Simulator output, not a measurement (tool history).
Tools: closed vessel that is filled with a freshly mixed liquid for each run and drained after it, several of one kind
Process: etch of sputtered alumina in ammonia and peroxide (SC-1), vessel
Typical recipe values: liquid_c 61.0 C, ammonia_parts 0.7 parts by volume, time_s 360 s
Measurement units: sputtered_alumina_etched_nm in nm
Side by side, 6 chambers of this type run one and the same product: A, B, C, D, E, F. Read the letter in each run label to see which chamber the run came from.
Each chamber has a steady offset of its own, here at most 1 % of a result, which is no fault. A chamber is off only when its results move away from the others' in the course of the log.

| run | hour | liquid_c | ammonia_parts | time_s | read-back film thickness of the sputtered alumina reference wafer, read on the same gauge (nm) | sputtered_alumina_etched_nm |
|---|---|---|---|---|---|---|
| 1A | 2.7 | 61.0 | 0.7 | 360 | 90.017 | 37.467 |
| 2E | 5.2 | 61.0 | 0.7 | 360 | 90.017 | 37.275 |
|  | 5.7 | chamber C: new drum of ammonia solution connected |
| 3C | 7.7 | 61.0 | 0.7 | 360 | 89.973 | 36.797 |
| 4B | 11.7 | 61.0 | 0.7 | 360 | 89.962 | 37.693 |
| 5D | 15.0 | 61.0 | 0.7 | 360 | 90.005 | 37.372 |
| 6F | 19.8 | 61.0 | 0.7 | 360 | 89.965 | 36.906 |
| 7D | 23.8 | 61.0 | 0.7 | 360 | 90.072 | 37.289 |
| 8C | 27.3 | 61.0 | 0.7 | 360 | 90.016 | 36.940 |
| 9F | 31.8 | 66.0 | 0.7 | 360 | 90.011 | 47.765 |
| 10A | 35.0 | 66.0 | 0.7 | 360 | 90.010 | 48.257 |
| 11E | 38.3 | 66.0 | 0.7 | 360 | 89.982 | 47.893 |
| 12B | 41.7 | 66.0 | 0.7 | 360 | 90.047 | 48.216 |
| 13D | 44.2 | 66.0 | 0.7 | 360 | 90.010 | 47.521 |
| 14B | 48.5 | 66.0 | 0.7 | 360 | 90.027 | 48.007 |
| 15C | 52.0 | 70.0 | 0.4 | 360 | 90.000 | 54.242 |
| 16E | 54.3 | 70.0 | 0.4 | 360 | 90.000 | 55.460 |
| 17A | 58.6 | 70.0 | 0.4 | 360 | 90.011 | 55.225 |
| 18F | 62.1 | 70.0 | 0.4 | 360 | 90.064 | 54.830 |
| 19B | 67.0 | 70.0 | 0.4 | 360 | 90.004 | 55.716 |
| 20C | 71.6 | 70.0 | 0.4 | 360 | 90.043 | 53.779 |
| 21D | 76.2 | 61.0 | 0.4 | 360 | 89.971 | 35.382 |
| 22F | 80.5 | 61.0 | 0.4 | 360 | 89.975 | 35.211 |
| 23E | 83.4 | 61.0 | 0.4 | 360 | 90.021 | 35.489 |
| 24A | 87.2 | 61.0 | 0.4 | 360 | 89.992 | 35.186 |
| 25C | 91.0 | 61.0 | 0.4 | 360 | 90.005 | 35.299 |
| 26B | 94.2 | 61.0 | 0.4 | 360 | 89.981 | 35.528 |
| 27F | 98.4 | 61.0 | 0.7 | 360 | 90.025 | 37.156 |
| 28A | 101.5 | 61.0 | 0.7 | 360 | 90.006 | 37.406 |
| 29D | 104.8 | 61.0 | 0.7 | 360 | 89.997 | 37.375 |
| 30E | 109.9 | 61.0 | 0.7 | 360 | 90.007 | 37.067 |
| 31B | 113.8 | 61.0 | 0.7 | 360 | 89.990 | 37.650 |
|  | 115.7 | chamber E: new drum of ammonia solution connected |
| 32D | 116.7 | 61.0 | 0.7 | 360 | 89.984 | 37.393 |
| 33C | 119.9 | 61.0 | 0.7 | 360 | 90.058 | 36.956 |
| 34E | 123.3 | 61.0 | 0.7 | 360 | 89.969 | 37.137 |
| 35A | 126.6 | 61.0 | 0.7 | 360 | 89.999 | 37.130 |
| 36F | 130.7 | 61.0 | 0.4 | 360 | 89.950 | 34.964 |
| 37E | 135.6 | 61.0 | 0.4 | 360 | 89.987 | 35.658 |
| 38A | 139.8 | 61.0 | 0.4 | 360 | 90.002 | 35.513 |
| 39F | 142.4 | 61.0 | 0.4 | 360 | 89.977 | 34.908 |
| 40B | 146.5 | 61.0 | 0.4 | 360 | 89.986 | 35.567 |
| 41D | 149.2 | 61.0 | 0.4 | 360 | 89.947 | 35.160 |
| 42C | 153.1 | 57.5 | 0.7 | 360 | 90.018 | 31.034 |
| 43F | 158.1 | 57.5 | 0.7 | 360 | 90.016 | 30.888 |
| 44C | 161.4 | 57.5 | 0.7 | 360 | 89.984 | 31.122 |

All chambers now run identical settings, listed one chamber a line with results as question marks. What results will each chamber show?
| 45A | 165.1 | 61.0 | 0.7 | 360 |  | ? |
| 45B | 165.1 | 61.0 | 0.7 | 360 |  | ? |
| 45C | 165.1 | 61.0 | 0.7 | 360 |  | ? |
| 45D | 165.1 | 61.0 | 0.7 | 360 |  | ? |
| 45E | 165.1 | 61.0 | 0.7 | 360 |  | ? |
| 45F | 165.1 | 61.0 | 0.7 | 360 |  | ? |

| run | sputtered_alumina_etched_nm |
|---|---|
| 45A | 37.164 |
| 45B | 37.739 |
| 45C | 37.071 |
| 45D | 37.173 |
| 45E | 37.284 |
| 45F | 37.197 |
